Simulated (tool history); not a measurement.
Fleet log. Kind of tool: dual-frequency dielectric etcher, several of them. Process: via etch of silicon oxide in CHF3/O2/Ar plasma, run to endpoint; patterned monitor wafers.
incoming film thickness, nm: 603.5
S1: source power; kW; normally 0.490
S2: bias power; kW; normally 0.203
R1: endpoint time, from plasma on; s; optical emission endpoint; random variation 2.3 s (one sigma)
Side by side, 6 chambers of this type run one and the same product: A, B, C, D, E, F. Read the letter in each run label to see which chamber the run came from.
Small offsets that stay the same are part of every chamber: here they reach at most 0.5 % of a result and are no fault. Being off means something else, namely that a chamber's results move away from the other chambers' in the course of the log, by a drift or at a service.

run,day,S1,S2,R1
1C,0.217,0.490,0.203,316.25
2A,0.404,0.490,0.203,319.53
3B,0.546,0.490,0.203,316.40
4E,0.725,0.490,0.203,313.44
5D,0.879,0.490,0.203,309.98
6F,1.017,0.490,0.203,313.17
7A,1.204,0.490,0.203,319.97
8F,1.371,0.490,0.203,312.28
# day 1.542: chamber F: bias power generator calibrated
9E,1.558,0.490,0.203,318.01
10D,1.683,0.490,0.203,317.82
11C,1.867,0.490,0.203,311.94
12B,2.121,0.490,0.203,313.02
13B,2.267,0.490,0.203,315.06
14D,2.542,0.490,0.203,316.57
15F,2.725,0.560,0.225,290.60
16E,2.858,0.560,0.225,285.72
# day 2.958: chamber D: wet clean of the chamber
17A,2.988,0.560,0.225,291.29
18C,3.192,0.560,0.225,288.58
19D,3.388,0.560,0.225,286.22
# day 3.583: chamber E: wet clean of the chamber
20C,3.629,0.560,0.225,286.73
21A,3.908,0.490,0.203,317.13
22F,4.092,0.490,0.203,313.89
23B,4.217,0.490,0.203,314.16
24E,4.371,0.490,0.203,317.54
# day 4.454: chamber F: wet clean of the chamber
25A,4.583,0.490,0.203,313.93
26B,4.842,0.490,0.203,317.75
27D,5.112,0.490,0.203,315.15
28F,5.233,0.490,0.203,316.21
29C,5.362,0.490,0.203,315.31
30E,5.583,0.490,0.203,318.17
31B,5.733,0.590,0.203,294.57
32C,5.875,0.590,0.203,296.57
33F,6.142,0.590,0.203,293.33
34D,6.296,0.590,0.203,295.63
35A,6.488,0.590,0.203,295.94
36E,6.746,0.590,0.203,292.86
37C,6.875,0.490,0.203,312.15

Predict what each chamber gives when all 6 of them run the settings below next.
38A,7.075,0.490,0.203,?
38B,7.075,0.490,0.203,?
38C,7.075,0.490,0.203,?
38D,7.075,0.490,0.203,?
38E,7.075,0.490,0.203,?
38F,7.075,0.490,0.203,?

run,R1
38A,320.25
38B,317.10
38C,314.48
38D,312.27
38E,315.31
38F,315.00
